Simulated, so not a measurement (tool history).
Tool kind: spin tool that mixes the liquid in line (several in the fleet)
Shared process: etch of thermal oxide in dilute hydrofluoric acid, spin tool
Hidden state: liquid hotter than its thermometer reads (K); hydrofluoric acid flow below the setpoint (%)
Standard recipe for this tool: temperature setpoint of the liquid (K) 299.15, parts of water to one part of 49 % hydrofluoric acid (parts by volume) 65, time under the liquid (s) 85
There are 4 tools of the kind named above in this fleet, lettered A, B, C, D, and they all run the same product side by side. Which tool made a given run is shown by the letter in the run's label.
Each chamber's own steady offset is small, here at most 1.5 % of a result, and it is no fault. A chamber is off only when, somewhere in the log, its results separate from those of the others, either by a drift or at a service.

run,hour,temperature setpoint of the liquid (K),parts of water to one part of 49 % hydrofluoric acid (parts by volume),time under the liquid (s),hours since the thermometer was replaced,hours since the hydrofluoric acid flow meter was replaced,"read-back film thickness of the thermal oxide reference wafer, read on the same gauge (nm)",thickness taken off the thermal oxide on a monitor wafer (Å)
1D,6.0,299.15,65,85,998.6,433.6,109.99,69.258
2B,11.9,299.15,65,85,38.0,623.9,109.99,69.488
3C,19.7,299.15,65,85,755.9,183.9,109.97,69.324
4A,25.1,299.15,65,85,1496.3,452.9,110.02,67.737
5D,33.3,302.15,65,50,1025.9,460.9,109.97,46.021
6C,40.4,302.15,65,50,776.6,204.6,110.00,45.964
7B,48.3,302.15,65,50,74.4,660.3,110.00,45.279
8A,55.2,302.15,65,50,1526.4,483.0,109.99,45.983
9C,64.3,299.15,65,85,800.5,228.5,110.00,68.940
10A,71.9,299.15,65,85,1543.1,499.7,110.01,67.479
11D,81.0,299.15,65,85,1073.6,508.6,110.01,69.192
12B,87.9,299.15,65,85,114.0,699.9,110.00,68.913
13B,93.7,299.15,65,85,119.8,705.7,110.01,69.698
14D,102.2,299.15,85,85,1094.8,529.8,110.00,52.111
15A,110.0,299.15,85,85,1581.2,537.8,109.99,51.577
16C,115.6,299.15,85,85,851.8,279.8,110.00,51.390
17D,125.6,299.15,85,85,1118.2,553.2,110.02,52.494
18A,133.3,299.15,65,85,1604.5,561.1,110.01,67.982
19B,142.3,299.15,65,85,168.4,754.3,109.99,69.500
20C,148.0,299.15,65,85,884.2,312.2,109.98,69.067
21A,153.6,299.15,65,85,1624.8,581.4,110.00,69.155
22D,162.5,299.15,65,50,1155.1,590.1,110.00,40.862
23C,172.0,299.15,65,50,908.2,336.2,110.02,40.403
# hour 174.0: chamber A: thermometer replaced
24B,178.1,299.15,65,50,204.2,790.1,110.00,41.373
25A,186.3,299.15,65,50,12.4,614.1,110.01,40.348
26D,192.1,299.15,65,85,1184.7,619.7,109.99,69.715
27C,200.0,299.15,65,85,936.2,364.2,110.01,68.612
28B,208.9,299.15,65,85,235.0,820.9,110.01,68.714
29D,213.8,299.15,85,70,1206.4,641.4,110.00,42.749
30C,222.1,299.15,85,70,958.3,386.3,110.02,42.261
31A,231.3,299.15,85,70,57.4,659.1,110.00,42.877

All 4 chambers run these settings next. Forecast each chamber's results:
32A,239.1,297.15,65,85,,,,?
32B,239.1,297.15,65,85,,,,?
32C,239.1,297.15,65,85,,,,?
32D,239.1,297.15,65,85,,,,?

run,thickness taken off the thermal oxide on a monitor wafer (Å)
32A,63.210
32B,63.974
32C,63.450
32D,63.526
